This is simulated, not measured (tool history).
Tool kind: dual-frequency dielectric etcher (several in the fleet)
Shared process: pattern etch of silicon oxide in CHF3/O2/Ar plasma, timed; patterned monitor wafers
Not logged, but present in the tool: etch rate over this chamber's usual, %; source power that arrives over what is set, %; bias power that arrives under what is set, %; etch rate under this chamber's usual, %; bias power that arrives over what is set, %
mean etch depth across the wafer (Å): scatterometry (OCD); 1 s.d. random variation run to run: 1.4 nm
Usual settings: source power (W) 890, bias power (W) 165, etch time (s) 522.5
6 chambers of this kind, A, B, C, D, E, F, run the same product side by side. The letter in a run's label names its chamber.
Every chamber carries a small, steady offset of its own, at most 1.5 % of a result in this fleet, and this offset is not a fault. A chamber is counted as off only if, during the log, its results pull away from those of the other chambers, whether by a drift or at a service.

| run | hour | source power (W) | bias power (W) | etch time (s) | hours since the last wet clean | hours since the last source power generator calibration | hours since the last bias power generator calibration | read-back reference wafer on the same gauge, depth_nm | mean etch depth across the wafer (Å) |
|---|---|---|---|---|---|---|---|---|---|
| 1A | 10.8 | 890 | 165 | 522.5 | 403.7 | 618.8 | 1237.5 | 1019.8 | 11808 |
| 2B | 19.4 | 890 | 165 | 522.5 | 220.1 | 554.7 | 4171.4 | 1019.9 | 11594 |
| 3F | 27.4 | 890 | 165 | 522.5 | 400.4 | 224.1 | 2550.5 | 1019.7 | 11682 |
| 4E | 34.4 | 890 | 165 | 522.5 | 323.1 | 2650.5 | 1400.0 | 1019.4 | 11604 |
| 5D | 43.1 | 890 | 165 | 522.5 | 249.9 | 1315.1 | 5231.2 | 1019.7 | 11673 |
| 6C | 52.5 | 890 | 165 | 522.5 | 134.0 | 781.1 | 164.0 | 1019.3 | 11790 |
| 7B | 59.7 | 890 | 165 | 522.5 | 260.4 | 595.0 | 4211.7 | 1019.4 | 11599 |
| 8D | 69.5 | 890 | 165 | 522.5 | 276.3 | 1341.5 | 5257.6 | 1019.3 | 11649 |
| 9A | 75.2 | 890 | 165 | 522.5 | 468.1 | 683.2 | 1301.9 | 1018.9 | 11786 |
| 10C | 82.7 | 890 | 165 | 522.5 | 164.2 | 811.3 | 194.2 | 1019.1 | 11795 |
| 11E | 90.7 | 890 | 165 | 522.5 | 379.4 | 2706.8 | 1456.3 | 1019.1 | 11600 |
| 12F | 97.6 | 890 | 165 | 522.5 | 470.6 | 294.3 | 2620.7 | 1018.8 | 11688 |
| 13D | 108.4 | 890 | 165 | 522.5 | 315.2 | 1380.4 | 5296.5 | 1018.7 | 11668 |
| 14E | 119.2 | 890 | 165 | 522.5 | 407.9 | 2735.3 | 1484.8 | 1018.3 | 11603 |
|  | 122.6 | chamber D: wet clean of the chamber |
|  | 128.6 | chamber E: wet clean of the chamber |
| 15B | 128.9 | 890 | 165 | 522.5 | 329.6 | 664.2 | 4280.9 | 1018.2 | 11579 |
| 16A | 134.9 | 890 | 165 | 522.5 | 527.8 | 742.9 | 1361.6 | 1018.2 | 11793 |
| 17C | 144.2 | 890 | 165 | 453.5 | 225.7 | 872.8 | 255.7 | 1018.2 | 10211 |
|  | 144.5 | chamber D: bias power generator calibrated |
| 18F | 153.9 | 890 | 165 | 453.5 | 526.9 | 350.6 | 2677.0 | 1017.9 | 10145 |
| 19F | 159.9 | 890 | 165 | 453.5 | 532.9 | 356.6 | 2683.0 | 1017.7 | 10132 |
| 20A | 164.7 | 890 | 165 | 453.5 | 557.6 | 772.7 | 1391.4 | 1017.6 | 10215 |
| 21D | 175.2 | 890 | 165 | 453.5 | 52.7 | 1447.2 | 30.7 | 1017.6 | 10123 |
|  | 181.4 | chamber B: wet clean of the chamber |
| 22E | 184.8 | 890 | 165 | 453.5 | 56.3 | 2800.9 | 1550.4 | 1017.5 | 10071 |
| 23B | 195.5 | 890 | 165 | 522.5 | 14.2 | 730.8 | 4347.5 | 1017.2 | 11562 |
|  | 199.5 | chamber A: wet clean of the chamber |
| 24C | 200.9 | 890 | 165 | 522.5 | 282.4 | 929.5 | 312.4 | 1017.3 | 11755 |
| 25E | 209.1 | 890 | 143 | 574.5 | 80.6 | 2825.2 | 1574.7 | 1016.8 | 12223 |
| 26A | 217.8 | 890 | 143 | 574.5 | 18.3 | 825.8 | 1444.5 | 1017.0 | 12376 |
| 27B | 227.5 | 890 | 143 | 574.5 | 46.2 | 762.8 | 4379.5 | 1016.6 | 12151 |
| 28F | 234.9 | 890 | 143 | 574.5 | 607.9 | 431.6 | 2758.0 | 1016.7 | 12234 |
| 29D | 242.0 | 890 | 143 | 574.5 | 119.5 | 1514.0 | 97.5 | 1016.7 | 12236 |
| 30C | 250.0 | 890 | 143 | 574.5 | 331.5 | 978.6 | 361.5 | 1016.7 | 12365 |
| 31B | 255.4 | 890 | 165 | 522.5 | 74.1 | 790.7 | 4407.4 | 1016.6 | 11558 |
| 32F | 262.0 | 890 | 165 | 522.5 | 635.0 | 458.7 | 2785.1 | 1016.3 | 11674 |
| 33D | 272.1 | 890 | 165 | 522.5 | 149.6 | 1544.1 | 127.6 | 1016.6 | 11623 |
|  | 282.3 | chamber F: wet clean of the chamber |
| 34A | 282.9 | 890 | 165 | 522.5 | 83.4 | 890.9 | 1509.6 | 1015.8 | 11776 |
| 35E | 293.1 | 890 | 165 | 522.5 | 164.6 | 2909.2 | 1658.7 | 1015.9 | 11556 |
| 36C | 300.6 | 890 | 165 | 522.5 | 382.1 | 1029.2 | 412.1 | 1015.6 | 11767 |
| 37F | 310.0 | 890 | 165 | 522.5 | 27.8 | 506.7 | 2833.1 | 1015.8 | 11670 |
| 38A | 315.9 | 890 | 165 | 522.5 | 116.4 | 923.9 | 1542.6 | 1015.6 | 11762 |
| 39E | 321.8 | 890 | 165 | 522.5 | 193.3 | 2937.9 | 1687.4 | 1015.6 | 11579 |
| 40B | 326.6 | 890 | 165 | 522.5 | 145.3 | 861.9 | 4478.6 | 1015.5 | 11563 |
| 41C | 333.1 | 890 | 165 | 522.5 | 414.6 | 1061.7 | 444.6 | 1015.5 | 11755 |
| 42D | 338.6 | 890 | 165 | 522.5 | 216.1 | 1610.6 | 194.1 | 1015.3 | 11628 |

Predict what each chamber gives when all 6 of them run the settings below next.
| 43A | 346.4 | 890 | 165 | 674.0 |  |  |  |  | ? |
| 43B | 346.4 | 890 | 165 | 674.0 |  |  |  |  | ? |
| 43C | 346.4 | 890 | 165 | 674.0 |  |  |  |  | ? |
| 43D | 346.4 | 890 | 165 | 674.0 |  |  |  |  | ? |
| 43E | 346.4 | 890 | 165 | 674.0 |  |  |  |  | ? |
| 43F | 346.4 | 890 | 165 | 674.0 |  |  |  |  | ? |

| run | mean etch depth across the wafer (Å) |
|---|---|
| 43A | 15179 |
| 43B | 14876 |
| 43C | 15134 |
| 43D | 15004 |
| 43E | 14951 |
| 43F | 15028 |
